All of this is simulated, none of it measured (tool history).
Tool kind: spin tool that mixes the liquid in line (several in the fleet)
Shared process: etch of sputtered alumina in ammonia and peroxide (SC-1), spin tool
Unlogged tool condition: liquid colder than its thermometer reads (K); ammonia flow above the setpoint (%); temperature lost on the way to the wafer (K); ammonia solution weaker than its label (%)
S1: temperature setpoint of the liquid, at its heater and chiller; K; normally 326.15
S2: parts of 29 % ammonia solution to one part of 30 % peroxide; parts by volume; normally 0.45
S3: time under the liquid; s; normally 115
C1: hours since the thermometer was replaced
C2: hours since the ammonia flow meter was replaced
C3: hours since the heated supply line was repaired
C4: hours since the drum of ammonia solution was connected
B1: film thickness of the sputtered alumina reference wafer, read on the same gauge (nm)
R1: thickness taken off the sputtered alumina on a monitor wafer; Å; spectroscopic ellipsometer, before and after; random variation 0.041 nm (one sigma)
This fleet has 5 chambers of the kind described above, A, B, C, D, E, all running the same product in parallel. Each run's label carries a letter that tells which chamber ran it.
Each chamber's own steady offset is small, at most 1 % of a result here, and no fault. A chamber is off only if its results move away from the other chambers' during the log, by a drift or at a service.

| run | hour | S1 | S2 | S3 | C1 | C2 | C3 | C4 | B1 | R1 |
|---|---|---|---|---|---|---|---|---|---|---|
| 1A | 3.3 | 326.15 | 0.45 | 115 | 633.1 | 154.6 | 1703.2 | 204.7 | 90.017 | 84.081 |
| 2C | 6.9 | 326.15 | 0.45 | 115 | 867.1 | 53.5 | 2458.8 | 985.5 | 89.994 | 84.65 |
| 3E | 10.7 | 326.15 | 0.45 | 115 | 834.2 | 1562.8 | 2034.2 | 113.4 | 90.036 | 84.212 |
| 4B | 13.9 | 326.15 | 0.45 | 115 | 354 | 1227.6 | 2618.3 | 120.9 | 89.967 | 84.668 |
| 5D | 17 | 326.15 | 0.45 | 115 | 521 | 950.4 | 941.2 | 140.3 | 89.991 | 84.282 |
| 6A | 20.2 | 326.15 | 0.45 | 115 | 650 | 171.5 | 1720.1 | 221.6 | 90.041 | 84.878 |
|  | 22 | chamber B: ammonia flow meter replaced |
| 7D | 23.6 | 326.15 | 0.45 | 115 | 527.6 | 957 | 947.8 | 146.9 | 90.047 | 84.443 |
| 8C | 26.8 | 332.15 | 0.55 | 115 | 887 | 73.4 | 2478.7 | 1005.4 | 90.004 | 118.41 |
| 9E | 31.8 | 332.15 | 0.55 | 115 | 855.3 | 1583.9 | 2055.3 | 134.5 | 89.999 | 117.5 |
| 10B | 36 | 332.15 | 0.55 | 115 | 376.1 | 14.1 | 2640.4 | 143 | 90.042 | 119.17 |
| 11E | 39.8 | 332.15 | 0.55 | 115 | 863.3 | 1591.9 | 2063.3 | 142.5 | 90.028 | 116.93 |
| 12B | 44.2 | 332.15 | 0.55 | 115 | 384.3 | 22.3 | 2648.6 | 151.2 | 90.024 | 118.76 |
| 13A | 47.9 | 326.15 | 0.6 | 75 | 677.7 | 199.2 | 1747.8 | 249.3 | 89.978 | 56.064 |
| 14C | 51.3 | 326.15 | 0.6 | 75 | 911.5 | 97.9 | 2503.2 | 1029.9 | 90.016 | 57.293 |
| 15D | 53.9 | 326.15 | 0.6 | 75 | 557.9 | 987.3 | 978.1 | 177.2 | 89.989 | 56.962 |
| 16D | 57.3 | 326.15 | 0.6 | 75 | 561.3 | 990.7 | 981.5 | 180.6 | 89.998 | 56.614 |
| 17B | 60.4 | 326.15 | 0.6 | 75 | 400.5 | 38.5 | 2664.8 | 167.4 | 90.01 | 56.734 |
| 18A | 62.8 | 326.15 | 0.45 | 115 | 692.6 | 214.1 | 1762.7 | 264.2 | 89.994 | 82.818 |
|  | 66.7 | chamber C: new drum of ammonia solution connected |
| 19C | 67.6 | 326.15 | 0.55 | 145 | 927.8 | 114.2 | 2519.5 | 1 | 89.983 | 109.08 |
| 20E | 72.6 | 326.15 | 0.55 | 145 | 896.1 | 1624.7 | 2096.1 | 175.3 | 90.019 | 108.84 |
| 21A | 77.5 | 326.15 | 0.55 | 145 | 707.3 | 228.8 | 1777.4 | 278.9 | 89.971 | 105.62 |
| 22D | 80.1 | 326.15 | 0.55 | 145 | 584.1 | 1013.5 | 1004.3 | 203.4 | 90.002 | 109.03 |
| 23B | 83.8 | 326.15 | 0.55 | 145 | 423.9 | 61.9 | 2688.2 | 190.8 | 89.955 | 108.41 |
| 24E | 86.8 | 326.15 | 0.45 | 115 | 910.3 | 1638.9 | 2110.3 | 189.5 | 89.97 | 84.721 |
| 25C | 90.6 | 326.15 | 0.45 | 115 | 950.8 | 137.2 | 2542.5 | 24 | 89.988 | 85.19 |
| 26E | 95.7 | 329.65 | 0.45 | 150 | 919.2 | 1647.8 | 2119.2 | 198.4 | 89.998 | 133 |
| 27B | 99.6 | 329.65 | 0.45 | 150 | 439.7 | 77.7 | 2704 | 206.6 | 90 | 131.81 |
| 28A | 102.8 | 329.65 | 0.45 | 150 | 732.6 | 254.1 | 1802.7 | 304.2 | 89.994 | 127.58 |
| 29C | 106.3 | 329.65 | 0.45 | 150 | 966.5 | 152.9 | 2558.2 | 39.7 | 90.019 | 133.19 |
| 30D | 111.5 | 329.65 | 0.45 | 150 | 615.5 | 1044.9 | 1035.7 | 234.8 | 89.987 | 130.95 |
| 31E | 114.4 | 326.15 | 0.45 | 115 | 937.9 | 1666.5 | 2137.9 | 217.1 | 90.005 | 84.87 |
| 32B | 118.1 | 326.15 | 0.45 | 115 | 458.2 | 96.2 | 2722.5 | 225.1 | 89.999 | 84.962 |
| 33D | 123.2 | 326.15 | 0.45 | 115 | 627.2 | 1056.6 | 1047.4 | 246.5 | 89.981 | 84.821 |
| 34C | 128.4 | 326.15 | 0.45 | 115 | 988.6 | 175 | 2580.3 | 61.8 | 89.98 | 84.149 |

Predict what each chamber gives when all 5 of them run the settings below next.
| 35A | 132.4 | 326.15 | 0.45 | 115 |  |  |  |  |  | ? |
| 35B | 132.4 | 326.15 | 0.45 | 115 |  |  |  |  |  | ? |
| 35C | 132.4 | 326.15 | 0.45 | 115 |  |  |  |  |  | ? |
| 35D | 132.4 | 326.15 | 0.45 | 115 |  |  |  |  |  | ? |
| 35E | 132.4 | 326.15 | 0.45 | 115 |  |  |  |  |  | ? |

| run | R1 |
|---|---|
| 35A | 79.467 |
| 35B | 84.216 |
| 35C | 84.57 |
| 35D | 85.125 |
| 35E | 84.213 |

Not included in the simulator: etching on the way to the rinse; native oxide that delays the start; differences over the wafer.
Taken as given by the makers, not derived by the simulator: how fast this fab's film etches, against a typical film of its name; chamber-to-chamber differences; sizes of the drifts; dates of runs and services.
